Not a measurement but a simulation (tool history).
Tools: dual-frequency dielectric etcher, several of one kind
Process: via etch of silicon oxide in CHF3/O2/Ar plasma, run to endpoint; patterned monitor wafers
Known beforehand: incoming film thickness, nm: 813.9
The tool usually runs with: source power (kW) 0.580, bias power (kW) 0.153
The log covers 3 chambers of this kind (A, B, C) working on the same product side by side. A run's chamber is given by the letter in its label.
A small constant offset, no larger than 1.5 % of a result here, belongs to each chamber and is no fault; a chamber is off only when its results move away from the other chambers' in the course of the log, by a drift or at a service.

run	hour	source power (kW)	bias power (kW)	hours since the last wet clean	hours since the last source power generator calibration	hours since the last bias power generator calibration	endpoint time (s)
1A	3.3	0.580	0.153	484.5	1516.6	710.6	445.03
2B	7.2	0.580	0.153	202.1	916.6	2967.0	436.44
3C	11.0	0.580	0.153	34.9	3526.1	4050.1	443.05
# hour 11.7: chamber A: wet clean of the chamber
4A	13.7	0.580	0.153	2.0	1527.0	721.0	445.33
5C	17.5	0.580	0.153	41.4	3532.6	4056.6	444.79
6B	20.4	0.580	0.153	215.3	929.8	2980.2	434.29
7B	22.7	0.580	0.153	217.6	932.1	2982.5	436.61
8A	25.3	0.580	0.153	13.6	1538.6	732.6	444.46
9C	28.9	0.580	0.153	52.8	3544.0	4068.0	444.63
10C	31.0	0.580	0.153	54.9	3546.1	4070.1	445.29
11B	33.8	0.580	0.132	228.7	943.2	2993.6	455.90
12A	35.9	0.580	0.132	24.2	1549.2	743.2	464.56
13A	38.6	0.580	0.132	26.9	1551.9	745.9	465.92
14C	42.3	0.580	0.153	66.2	3557.4	4081.4	444.69
15B	46.7	0.580	0.153	241.6	956.1	3006.5	438.21
16A	51.0	0.580	0.153	39.3	1564.3	758.3	445.88
17B	55.3	0.580	0.153	250.2	964.7	3015.1	434.66
18C	58.4	0.580	0.153	82.3	3573.5	4097.5	445.42
19B	60.4	0.580	0.153	255.3	969.8	3020.2	436.02
20C	64.1	0.580	0.153	88.0	3579.2	4103.2	445.82
21A	68.5	0.580	0.153	56.8	1581.8	775.8	445.79
22B	71.2	0.580	0.153	266.1	980.6	3031.0	433.66
23A	74.3	0.580	0.153	62.6	1587.6	781.6	442.10
24C	76.9	0.580	0.153	100.8	3592.0	4116.0	444.12
25A	80.0	0.580	0.153	68.3	1593.3	787.3	444.34
26B	82.1	0.580	0.153	277.0	991.5	3041.9	435.59
27C	84.0	0.580	0.153	107.9	3599.1	4123.1	442.45
28B	86.0	0.580	0.153	280.9	995.4	3045.8	436.42
29C	88.7	0.580	0.153	112.6	3603.8	4127.8	443.48
30A	91.5	0.580	0.153	79.8	1604.8	798.8	444.58
31A	94.0	0.580	0.153	82.3	1607.3	801.3	446.36
32B	97.0	0.580	0.153	291.9	1006.4	3056.8	435.76
33C	99.4	0.580	0.153	123.3	3614.5	4138.5	445.49
34B	102.9	0.580	0.153	297.8	1012.3	3062.7	436.70
35A	106.4	0.580	0.153	94.7	1619.7	813.7	444.97
36C	109.1	0.460	0.173	133.0	3624.2	4148.2	465.55
37B	112.5	0.460	0.173	307.4	1021.9	3072.3	458.48
38C	115.6	0.460	0.173	139.5	3630.7	4154.7	465.83
39A	118.1	0.580	0.153	106.4	1631.4	825.4	446.99
40A	121.0	0.630	0.169	109.3	1634.3	828.3	417.93

What goes on in this fleet: one chamber off, a drifting gauge, or nothing beyond the chambers' own small offsets? Name the chamber and the cause, if any.

No chamber stands off beyond its own small offset, and the gauge holds steady.

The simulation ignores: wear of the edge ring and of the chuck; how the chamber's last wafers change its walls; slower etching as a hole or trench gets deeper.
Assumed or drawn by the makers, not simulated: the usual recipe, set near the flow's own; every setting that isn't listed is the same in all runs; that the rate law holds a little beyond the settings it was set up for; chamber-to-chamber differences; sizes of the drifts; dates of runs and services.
